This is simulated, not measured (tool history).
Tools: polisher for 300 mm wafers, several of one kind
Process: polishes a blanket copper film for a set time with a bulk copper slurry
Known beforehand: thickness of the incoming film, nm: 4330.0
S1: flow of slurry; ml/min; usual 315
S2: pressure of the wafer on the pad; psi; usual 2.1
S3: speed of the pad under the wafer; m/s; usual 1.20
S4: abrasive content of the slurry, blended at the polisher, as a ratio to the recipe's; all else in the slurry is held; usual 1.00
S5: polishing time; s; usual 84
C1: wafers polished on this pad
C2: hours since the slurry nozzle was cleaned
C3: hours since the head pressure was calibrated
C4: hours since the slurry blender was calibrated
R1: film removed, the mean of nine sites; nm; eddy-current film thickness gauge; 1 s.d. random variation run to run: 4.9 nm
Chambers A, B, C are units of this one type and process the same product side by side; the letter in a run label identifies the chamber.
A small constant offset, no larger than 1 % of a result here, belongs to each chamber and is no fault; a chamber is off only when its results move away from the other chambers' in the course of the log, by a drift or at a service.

Run 1C, day 0.212: usual settings; C1 215; C2 478.2; C3 449.2; C4 351.3. Result: R1 650.42 nm.
Run 2B, day 0.421: usual settings; C1 659; C2 407.4; C3 381.1; C4 128.9. Result: R1 654.56 nm.
At day 0.475: chamber B: worn pad replaced by a new one.
Run 3A, day 0.692: usual settings; C1 1094; C2 138.8; C3 1214.9; C4 275.1. Result: R1 640.03 nm.
Run 4A, day 0.888: usual settings; C1 1155; C2 143.5; C3 1219.6; C4 279.8. Result: R1 646.61 nm.
Run 5B, day 1.025: usual settings; C1 172; C2 421.9; C3 395.6; C4 143.4. Result: R1 650.40 nm.
At day 1.162: chamber C: worn pad replaced by a new one.
At day 1.242: chamber A: worn pad replaced by a new one.
Run 6C, day 1.254: usual settings; C1 29; C2 503.2; C3 474.2; C4 376.3. Result: R1 652.98 nm.
Run 7B, day 1.400: usual settings but S1 400 ml/min, S3 0.94 m/s; C1 290; C2 430.9; C3 404.6; C4 152.4. Result: R1 516.08 nm.
At day 1.571: chamber A: slurry blender recalibrated.
Run 8C, day 1.621: usual settings but S1 400 ml/min, S3 0.94 m/s; C1 144; C2 512.0; C3 483.0; C4 385.1. Result: R1 512.33 nm.
Run 9A, day 1.900: usual settings but S1 400 ml/min, S3 0.94 m/s; C1 207; C2 167.8; C3 1243.9; C4 8.0. Result: R1 512.34 nm.
Run 10C, day 2.175: usual settings but S3 1.00 m/s, S4 1.15; C1 318; C2 525.3; C3 496.3; C4 398.4. Result: R1 563.28 nm.
Run 11B, day 2.371: usual settings but S3 1.00 m/s, S4 1.15; C1 594; C2 454.2; C3 427.9; C4 175.7. Result: R1 557.59 nm.
At day 2.404: chamber C: slurry nozzle cleaned.
Run 12A, day 2.625: usual settings but S3 1.00 m/s, S4 1.15; C1 434; C2 185.2; C3 1261.3; C4 25.4. Result: R1 555.34 nm.
At day 2.708: chamber B: worn pad replaced by a new one.
Run 13C, day 2.875: usual settings but S4 1.20; C1 537; C2 11.3; C3 513.1; C4 415.2. Result: R1 670.70 nm.
At day 2.967: chamber C: worn pad replaced by a new one.
Run 14A, day 3.071: usual settings but S4 1.20; C1 573; C2 195.9; C3 1272.0; C4 36.1. Result: R1 666.19 nm.
At day 3.108: chamber C: slurry blender recalibrated.
Run 15B, day 3.225: usual settings but S4 1.20; C1 163; C2 474.7; C3 448.4; C4 196.2. Result: R1 664.60 nm.
Run 16C, day 3.496: usual settings; C1 166; C2 26.2; C3 528.0; C4 9.4. Result: R1 652.91 nm.
Run 17A, day 3.696: usual settings; C1 769; C2 210.9; C3 1287.0; C4 51.1. Result: R1 641.89 nm.
Run 18B, day 3.883: usual settings; C1 369; C2 490.5; C3 464.2; C4 212.0. Result: R1 652.41 nm.
Run 19C, day 4.017: usual settings; C1 329; C2 38.7; C3 540.5; C4 21.9. Result: R1 637.84 nm.
Run 20B, day 4.200: usual settings; C1 468; C2 498.1; C3 471.8; C4 219.6. Result: R1 640.20 nm.
Run 21A, day 4.408: usual settings but S4 0.85, S5 75 s; C1 992; C2 228.0; C3 1304.1; C4 68.2. Result: R1 553.92 nm.
At day 4.446: chamber C: worn pad replaced by a new one.
Run 22C, day 4.554: usual settings but S4 0.85, S5 75 s; C1 34; C2 51.6; C3 553.4; C4 34.8. Result: R1 553.84 nm.
Run 23A, day 4.812: usual settings but S4 0.85, S5 75 s; C1 1119; C2 237.7; C3 1313.8; C4 77.9. Result: R1 548.59 nm.
Run 24B, day 4.983: usual settings; C1 713; C2 516.9; C3 490.6; C4 238.4. Result: R1 650.75 nm.
At day 5.004: chamber A: worn pad replaced by a new one.
At day 5.129: chamber B: worn pad replaced by a new one.
Run 25B, day 5.196: usual settings but S1 365 ml/min; C1 20; C2 522.0; C3 495.7; C4 243.5. Result: R1 663.78 nm.
Run 26A, day 5.404: usual settings but S1 365 ml/min; C1 126; C2 251.9; C3 1328.0; C4 92.1. Result: R1 652.48 nm.
Run 27C, day 5.642: usual settings but S1 365 ml/min; C1 375; C2 77.7; C3 579.5; C4 60.9. Result: R1 656.75 nm.
Run 28A, day 5.896: usual settings; C1 280; C2 263.7; C3 1339.8; C4 103.9. Result: R1 654.00 nm.
At day 5.988: chamber A: head pressure recalibrated.
At day 6.100: chamber C: worn pad replaced by a new one.
Run 29B, day 6.142: usual settings but S3 1.50 m/s, S4 0.85; C1 317; C2 544.7; C3 518.4; C4 266.2. Result: R1 787.26 nm.
Run 30C, day 6.379: usual settings but S3 1.50 m/s, S4 0.85; C1 88; C2 95.4; C3 597.2; C4 78.6. Result: R1 789.19 nm.
Run 31B, day 6.538: usual settings but S3 1.50 m/s, S4 0.85; C1 441; C2 554.2; C3 527.9; C4 275.7. Result: R1 776.58 nm.
Run 32A, day 6.779: usual settings; C1 557; C2 284.9; C3 19.1; C4 125.1. Result: R1 645.97 nm.
Run 33C, day 7.033: usual settings; C1 292; C2 111.1; C3 612.9; C4 94.3. Result: R1 651.05 nm.
Run 34B, day 7.175: usual settings; C1 640; C2 569.5; C3 543.2; C4 291.0. Result: R1 660.97 nm.
At day 7.308: chamber B: worn pad replaced by a new one.
Run 35A, day 7.412: usual settings; C1 755; C2 300.1; C3 34.3; C4 140.3. Result: R1 645.10 nm.
Run 36C, day 7.546: usual settings; C1 453; C2 123.4; C3 625.2; C4 106.6. Result: R1 643.61 nm.
At day 7.717: chamber C: worn pad replaced by a new one.
Run 37B, day 7.758: usual settings; C1 141; C2 583.5; C3 557.2; C4 305.0. Result: R1 647.63 nm.
Run 38C, day 7.904: usual settings; C1 59; C2 132.0; C3 633.8; C4 115.2. Result: R1 647.84 nm.
Run 39A, day 8.179: usual settings; C1 995; C2 318.5; C3 52.7; C4 158.7. Result: R1 642.94 nm.
Run 40C, day 8.425: usual settings but S3 0.96 m/s, S5 58 s; C1 222; C2 144.5; C3 646.3; C4 127.7. Result: R1 358.05 nm.
Run 41B, day 8.625: usual settings but S3 0.96 m/s, S5 58 s; C1 412; C2 604.3; C3 578.0; C4 325.8. Result: R1 360.38 nm.

Does one chamber stand apart from the rest, does the shared gauge drift, or is all well apart from small per-chamber offsets? Give the chamber and the most likely cause, where there is one.

All chambers stay in line apart from their small fixed offsets, and the gauge does not drift.
